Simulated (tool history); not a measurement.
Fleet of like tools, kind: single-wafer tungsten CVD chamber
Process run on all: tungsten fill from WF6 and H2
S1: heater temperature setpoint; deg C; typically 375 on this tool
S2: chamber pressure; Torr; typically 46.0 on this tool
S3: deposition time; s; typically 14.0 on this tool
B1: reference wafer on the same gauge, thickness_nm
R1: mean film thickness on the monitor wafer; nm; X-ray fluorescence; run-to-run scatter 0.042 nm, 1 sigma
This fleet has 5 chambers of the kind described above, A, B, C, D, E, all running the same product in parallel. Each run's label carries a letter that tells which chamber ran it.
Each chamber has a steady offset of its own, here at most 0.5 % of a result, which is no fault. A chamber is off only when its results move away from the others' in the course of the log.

Run 1E, hour 5.4: usual settings; B1 35.399. Result: R1 30.218 nm.
Run 2C, hour 12.3: usual settings; B1 35.396. Result: R1 30.293 nm.
Run 3B, hour 17.1: usual settings; B1 35.378. Result: R1 30.340 nm.
Run 4A, hour 23.4: usual settings; B1 35.373. Result: R1 30.259 nm.
Run 5D, hour 27.8: usual settings; B1 35.376. Result: R1 30.409 nm.
Run 6B, hour 34.1: usual settings; B1 35.375. Result: R1 30.258 nm.
Run 7A, hour 37.8: usual settings but S1 366 deg C, S3 15.9 s; B1 35.381. Result: R1 28.552 nm.
Run 8E, hour 43.4: usual settings but S1 366 deg C, S3 15.9 s; B1 35.376. Result: R1 28.510 nm.
At hour 46.8: chamber B: thermocouple changed; heater temperature recalibrated.
Run 9D, hour 49.6: usual settings but S1 366 deg C, S3 15.9 s; B1 35.357. Result: R1 28.488 nm.
Run 10C, hour 54.8: usual settings but S1 366 deg C, S3 15.9 s; B1 35.354. Result: R1 28.472 nm.
At hour 56.5: chamber B: capacitance manometer re-zeroed and calibrated.
Run 11C, hour 60.2: usual settings but S1 366 deg C, S3 15.9 s; B1 35.345. Result: R1 28.442 nm.
Run 12D, hour 66.0: usual settings; B1 35.351. Result: R1 30.379 nm.
Run 13B, hour 69.6: usual settings; B1 35.336. Result: R1 30.321 nm.
Run 14E, hour 73.9: usual settings; B1 35.346. Result: R1 30.168 nm.
Run 15A, hour 81.0: usual settings; B1 35.325. Result: R1 30.277 nm.
Run 16D, hour 84.8: usual settings; B1 35.349. Result: R1 30.358 nm.
Run 17A, hour 92.7: usual settings; B1 35.329. Result: R1 30.325 nm.
Run 18C, hour 97.7: usual settings; B1 35.314. Result: R1 30.304 nm.
Run 19E, hour 101.6: usual settings; B1 35.312. Result: R1 30.255 nm.
Run 20B, hour 108.4: usual settings; B1 35.308. Result: R1 30.340 nm.
Run 21A, hour 116.4: usual settings but S1 386 deg C, S2 53.6 Torr; B1 35.307. Result: R1 40.394 nm.
Run 22C, hour 124.3: usual settings but S1 386 deg C, S2 53.6 Torr; B1 35.311. Result: R1 40.502 nm.
Run 23B, hour 128.3: usual settings but S1 386 deg C, S2 53.6 Torr; B1 35.295. Result: R1 40.672 nm.
Run 24D, hour 136.0: usual settings but S1 386 deg C, S2 53.6 Torr; B1 35.286. Result: R1 40.505 nm.
Run 25E, hour 141.4: usual settings but S1 386 deg C, S2 53.6 Torr; B1 35.282. Result: R1 40.352 nm.
Run 26B, hour 145.1: usual settings; B1 35.274. Result: R1 30.296 nm.
Run 27A, hour 149.1: usual settings; B1 35.275. Result: R1 30.271 nm.
Run 28C, hour 154.0: usual settings; B1 35.288. Result: R1 30.195 nm.
Run 29E, hour 160.4: usual settings; B1 35.269. Result: R1 30.215 nm.
Run 30D, hour 167.4: usual settings; B1 35.248. Result: R1 30.245 nm.
Run 31B, hour 172.6: usual settings but S2 51.5 Torr, S3 15.1 s; B1 35.257. Result: R1 34.380 nm.
Run 32D, hour 177.1: usual settings but S2 51.5 Torr, S3 15.1 s; B1 35.249. Result: R1 34.349 nm.
At hour 178.4: chamber A: capacitance manometer re-zeroed and calibrated.
Run 33E, hour 180.6: usual settings but S2 51.5 Torr, S3 15.1 s; B1 35.250. Result: R1 34.307 nm.
Run 34A, hour 188.5: usual settings but S2 51.5 Torr, S3 15.1 s; B1 35.255. Result: R1 34.332 nm.
Run 35C, hour 193.8: usual settings but S2 51.5 Torr, S3 15.1 s; B1 35.237. Result: R1 34.288 nm.
Run 36C, hour 201.1: usual settings; B1 35.243. Result: R1 30.181 nm.
Run 37E, hour 208.1: usual settings but S2 51.1 Torr; B1 35.242. Result: R1 31.622 nm.
Run 38D, hour 212.8: usual settings but S2 51.1 Torr; B1 35.231. Result: R1 31.809 nm.
At hour 213.3: chamber D: capacitance manometer re-zeroed and calibrated.
Run 39A, hour 216.5: usual settings but S2 51.1 Torr; B1 35.225. Result: R1 31.646 nm.
Run 40B, hour 221.9: usual settings but S2 51.1 Torr; B1 35.227. Result: R1 31.741 nm.
Run 41D, hour 227.8: usual settings but S2 51.1 Torr; B1 35.224. Result: R1 31.662 nm.
Run 42B, hour 232.2: usual settings; B1 35.206. Result: R1 30.341 nm.
Run 43A, hour 236.4: usual settings; B1 35.216. Result: R1 30.158 nm.
Run 44C, hour 241.9: usual settings; B1 35.206. Result: R1 30.145 nm.

Next, every chamber runs the same settings. What will each give?
Run 45A, hour 247.7: usual settings. Result: R1 ?.
Run 45B, hour 247.7: usual settings. Result: R1 ?.
Run 45C, hour 247.7: usual settings. Result: R1 ?.
Run 45D, hour 247.7: usual settings. Result: R1 ?.
Run 45E, hour 247.7: usual settings. Result: R1 ?.

run      R1
45A  30.210
45B  30.320
45C  30.186
45D  30.128
45E  30.178
